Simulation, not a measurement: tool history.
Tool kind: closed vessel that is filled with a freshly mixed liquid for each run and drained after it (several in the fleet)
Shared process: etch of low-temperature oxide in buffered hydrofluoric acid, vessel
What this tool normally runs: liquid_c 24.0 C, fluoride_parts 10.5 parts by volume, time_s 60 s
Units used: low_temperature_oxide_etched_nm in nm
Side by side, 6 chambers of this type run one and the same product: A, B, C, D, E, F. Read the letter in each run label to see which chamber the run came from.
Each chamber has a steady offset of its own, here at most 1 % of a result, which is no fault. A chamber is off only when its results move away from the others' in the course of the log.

run	hour	liquid_c	fluoride_parts	time_s	hours since the thermometer was replaced	hours since the hydrofluoric acid flow meter was replaced	read-back film thickness of the low-temperature oxide reference wafer, read on the same gauge (nm)	low_temperature_oxide_etched_nm
1D	14.6	24.0	10.5	60	720.8	299.5	150.00	124.39
2C	22.7	24.0	10.5	60	1020.6	145.0	150.00	127.03
3E	31.3	24.0	10.5	60	818.7	55.8	149.98	126.73
4A	42.2	24.0	10.5	60	677.4	1828.6	150.01	124.26
5B	50.6	24.0	10.5	60	937.9	300.1	149.99	125.36
6F	58.5	24.0	10.5	60	280.9	196.5	149.99	125.83
7F	71.8	24.0	10.5	60	294.2	209.8	150.02	126.03
8B	82.0	24.0	10.5	60	969.3	331.5	150.01	125.01
9C	88.6	24.0	10.5	60	1086.5	210.9	150.01	126.24
10A	100.0	24.0	10.5	60	735.2	1886.4	150.01	125.01
11E	114.6	24.0	10.5	60	902.0	139.1	150.01	124.71
12D	127.5	24.0	10.5	60	833.7	412.4	150.00	123.83
13B	138.8	24.0	10.5	60	1026.1	388.3	149.98	126.07
14A	150.7	24.0	10.5	60	785.9	1937.1	149.98	126.00
15C	165.0	24.0	10.5	60	1162.9	287.3	149.99	126.16
16F	176.4	24.0	10.5	60	398.8	314.4	150.00	125.37
17E	184.7	24.0	10.5	60	972.1	209.2	149.99	125.53
18D	193.3	24.0	10.5	60	899.5	478.2	149.99	124.16
19D	203.5	24.0	10.5	60	909.7	488.4	150.02	124.55
20E	218.2	24.0	10.5	60	1005.6	242.7	150.00	125.44
21C	229.3	24.0	10.5	60	1227.2	351.6	149.99	126.05
# hour 238.5: chamber B: hydrofluoric acid flow meter replaced
22B	241.2	24.0	10.5	60	1128.5	2.8	150.00	124.79
23F	254.9	24.0	10.5	60	477.3	392.9	149.99	126.48
24A	267.0	24.0	10.5	60	902.2	2053.4	150.01	125.15
25E	277.9	24.0	10.5	60	1065.3	302.4	150.01	125.05
26C	284.7	24.0	10.5	60	1282.6	407.0	150.00	125.93
27D	298.9	24.0	10.5	60	1005.1	583.8	150.00	124.98
28F	308.6	24.0	10.5	60	531.0	446.6	149.99	125.28
29B	322.3	24.0	10.5	60	1209.6	83.9	149.99	124.60
30A	337.0	24.0	10.5	60	972.2	2123.4	150.00	125.63
31A	346.7	24.0	10.5	60	981.9	2133.1	150.00	125.06
32B	354.0	24.0	10.5	60	1241.3	115.6	150.02	125.25
33C	365.1	24.0	10.5	60	1363.0	487.4	150.01	127.13
34E	380.0	24.0	8.5	60	1167.4	404.5	149.99	150.16
35D	387.8	24.0	8.5	60	1094.0	672.7	150.00	147.81
36F	399.2	24.0	8.5	60	621.6	537.2	150.01	149.67
37E	409.0	24.0	8.5	60	1196.4	433.5	149.99	149.46
38C	422.1	24.0	8.5	60	1420.0	544.4	149.99	149.32
39F	429.8	24.0	8.5	60	652.2	567.8	150.01	149.31
40A	442.4	20.5	10.5	60	1077.6	2228.8	150.02	103.00
41B	454.3	20.5	10.5	60	1341.6	215.9	150.02	103.75
42D	466.3	20.5	10.5	60	1172.5	751.2	150.02	102.47
# hour 477.3: chamber E: hydrofluoric acid flow meter replaced
43E	478.7	20.5	10.5	60	1266.1	1.5	149.99	103.66
44C	486.2	20.5	10.5	60	1484.1	608.5	149.99	104.40

Has any chamber moved away from the others, gradually or after a service, or does the common gauge drift, or do the chambers differ only by their own small steady offsets? State the chamber and the most likely cause if one applies.

Nothing is wrong: each chamber keeps only its own small, steady offset and the gauge holds still.
